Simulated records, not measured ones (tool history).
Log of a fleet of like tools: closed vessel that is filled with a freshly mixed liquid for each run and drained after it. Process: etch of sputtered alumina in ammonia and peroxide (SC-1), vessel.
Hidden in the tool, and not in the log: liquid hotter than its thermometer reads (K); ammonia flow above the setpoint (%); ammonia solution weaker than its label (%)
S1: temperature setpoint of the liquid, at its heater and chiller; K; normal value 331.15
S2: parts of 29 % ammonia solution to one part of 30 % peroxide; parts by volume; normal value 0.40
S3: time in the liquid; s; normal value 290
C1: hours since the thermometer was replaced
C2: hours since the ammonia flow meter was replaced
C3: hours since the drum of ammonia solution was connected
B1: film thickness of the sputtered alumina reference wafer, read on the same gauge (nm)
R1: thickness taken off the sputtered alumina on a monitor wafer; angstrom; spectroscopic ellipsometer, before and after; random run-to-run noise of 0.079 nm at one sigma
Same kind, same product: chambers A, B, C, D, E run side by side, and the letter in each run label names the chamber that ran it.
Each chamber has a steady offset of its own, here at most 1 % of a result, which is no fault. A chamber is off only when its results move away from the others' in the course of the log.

| run | hour | S1 | S2 | S3 | C1 | C2 | C3 | B1 | R1 |
|---|---|---|---|---|---|---|---|---|---|
| 1A | 3.6 | 331.15 | 0.40 | 290 | 1468.2 | 1156.3 | 444.2 | 99.989 | 146.980 |
| 2D | 7.7 | 331.15 | 0.40 | 290 | 17.8 | 134.7 | 386.6 | 100.020 | 145.960 |
| 3C | 14.6 | 331.15 | 0.40 | 290 | 236.8 | 334.0 | 165.7 | 100.030 | 147.230 |
| 4E | 17.7 | 331.15 | 0.40 | 290 | 2332.3 | 259.6 | 340.9 | 100.010 | 147.770 |
|  | 21.3 | chamber B: new drum of ammonia solution connected |
| 5B | 21.4 | 331.15 | 0.40 | 290 | 349.4 | 277.1 | 0.2 | 100.020 | 146.570 |
| 6A | 27.8 | 331.15 | 0.40 | 290 | 1492.4 | 1180.5 | 468.4 | 100.010 | 146.980 |
| 7D | 32.6 | 331.15 | 0.40 | 290 | 42.7 | 159.6 | 411.5 | 100.020 | 145.820 |
| 8C | 37.5 | 331.15 | 0.40 | 460 | 259.7 | 356.9 | 188.6 | 100.000 | 234.720 |
| 9E | 44.3 | 331.15 | 0.40 | 460 | 2358.9 | 286.2 | 367.5 | 100.020 | 233.850 |
| 10B | 48.9 | 331.15 | 0.40 | 460 | 376.9 | 304.6 | 27.7 | 100.000 | 233.700 |
| 11D | 54.5 | 331.15 | 0.40 | 460 | 64.6 | 181.5 | 433.4 | 100.030 | 230.780 |
| 12E | 58.7 | 331.15 | 0.40 | 460 | 2373.3 | 300.6 | 381.9 | 100.010 | 230.870 |
| 13B | 64.2 | 331.15 | 0.40 | 290 | 392.2 | 319.9 | 43.0 | 100.000 | 147.330 |
| 14A | 70.8 | 331.15 | 0.40 | 290 | 1535.4 | 1223.5 | 511.4 | 99.968 | 146.680 |
| 15C | 75.4 | 331.15 | 0.40 | 290 | 297.6 | 394.8 | 226.5 | 99.997 | 147.360 |
| 16C | 79.0 | 331.15 | 0.40 | 290 | 301.2 | 398.4 | 230.1 | 99.982 | 146.690 |
| 17A | 82.8 | 331.15 | 0.40 | 290 | 1547.4 | 1235.5 | 523.4 | 100.000 | 148.490 |
| 18B | 87.3 | 331.15 | 0.40 | 290 | 415.3 | 343.0 | 66.1 | 99.988 | 146.220 |
| 19E | 92.2 | 331.15 | 0.40 | 290 | 2406.8 | 334.1 | 415.4 | 99.983 | 147.230 |
| 20D | 98.9 | 331.15 | 0.50 | 290 | 109.0 | 225.9 | 477.8 | 99.999 | 149.670 |
| 21B | 103.3 | 331.15 | 0.50 | 290 | 431.3 | 359.0 | 82.1 | 100.030 | 149.190 |
| 22E | 107.6 | 331.15 | 0.50 | 290 | 2422.2 | 349.5 | 430.8 | 99.998 | 150.500 |
| 23D | 112.3 | 331.15 | 0.50 | 290 | 122.4 | 239.3 | 491.2 | 100.040 | 148.080 |
| 24C | 119.2 | 331.15 | 0.50 | 290 | 341.4 | 438.6 | 270.3 | 100.000 | 149.970 |
| 25A | 125.6 | 331.15 | 0.40 | 290 | 1590.2 | 1278.3 | 566.2 | 100.020 | 148.090 |
| 26D | 129.4 | 331.15 | 0.25 | 185 | 139.5 | 256.4 | 508.3 | 99.992 | 89.472 |
|  | 132.2 | chamber A: new drum of ammonia solution connected |
| 27C | 134.1 | 331.15 | 0.25 | 185 | 356.3 | 453.5 | 285.2 | 100.010 | 89.414 |
| 28E | 137.9 | 331.15 | 0.25 | 185 | 2452.5 | 379.8 | 461.1 | 100.020 | 88.915 |
| 29B | 143.2 | 331.15 | 0.25 | 185 | 471.2 | 398.9 | 122.0 | 99.980 | 89.396 |
| 30A | 148.7 | 331.15 | 0.25 | 185 | 1613.3 | 1301.4 | 16.6 | 100.040 | 89.828 |
|  | 151.9 | chamber C: new drum of ammonia solution connected |
| 31A | 153.3 | 331.15 | 0.40 | 290 | 1617.9 | 1306.0 | 21.2 | 99.974 | 147.450 |
| 32D | 156.5 | 331.15 | 0.45 | 445 | 166.6 | 283.5 | 535.4 | 99.999 | 227.050 |
| 33C | 161.9 | 331.15 | 0.45 | 445 | 384.1 | 481.3 | 10.0 | 100.010 | 227.530 |
| 34B | 167.4 | 331.15 | 0.45 | 445 | 495.4 | 423.1 | 146.2 | 99.971 | 225.150 |
| 35E | 173.9 | 331.15 | 0.45 | 445 | 2488.5 | 415.8 | 497.1 | 100.010 | 226.200 |
| 36D | 179.8 | 331.15 | 0.45 | 445 | 189.9 | 306.8 | 558.7 | 100.020 | 227.680 |
| 37E | 182.9 | 331.15 | 0.40 | 290 | 2497.5 | 424.8 | 506.1 | 100.030 | 146.030 |
| 38A | 187.3 | 331.15 | 0.40 | 290 | 1651.9 | 1340.0 | 55.2 | 99.994 | 147.270 |
| 39C | 193.9 | 331.15 | 0.40 | 290 | 416.1 | 513.3 | 42.0 | 100.050 | 146.970 |
| 40B | 198.4 | 331.15 | 0.20 | 140 | 526.4 | 454.1 | 177.2 | 99.960 | 66.414 |

Has any chamber moved away from the others, gradually or after a service, or does the common gauge drift, or do the chambers differ only by their own small steady offsets? State the chamber and the most likely cause if one applies.

All chambers stay in line apart from their small fixed offsets, and the gauge does not drift.
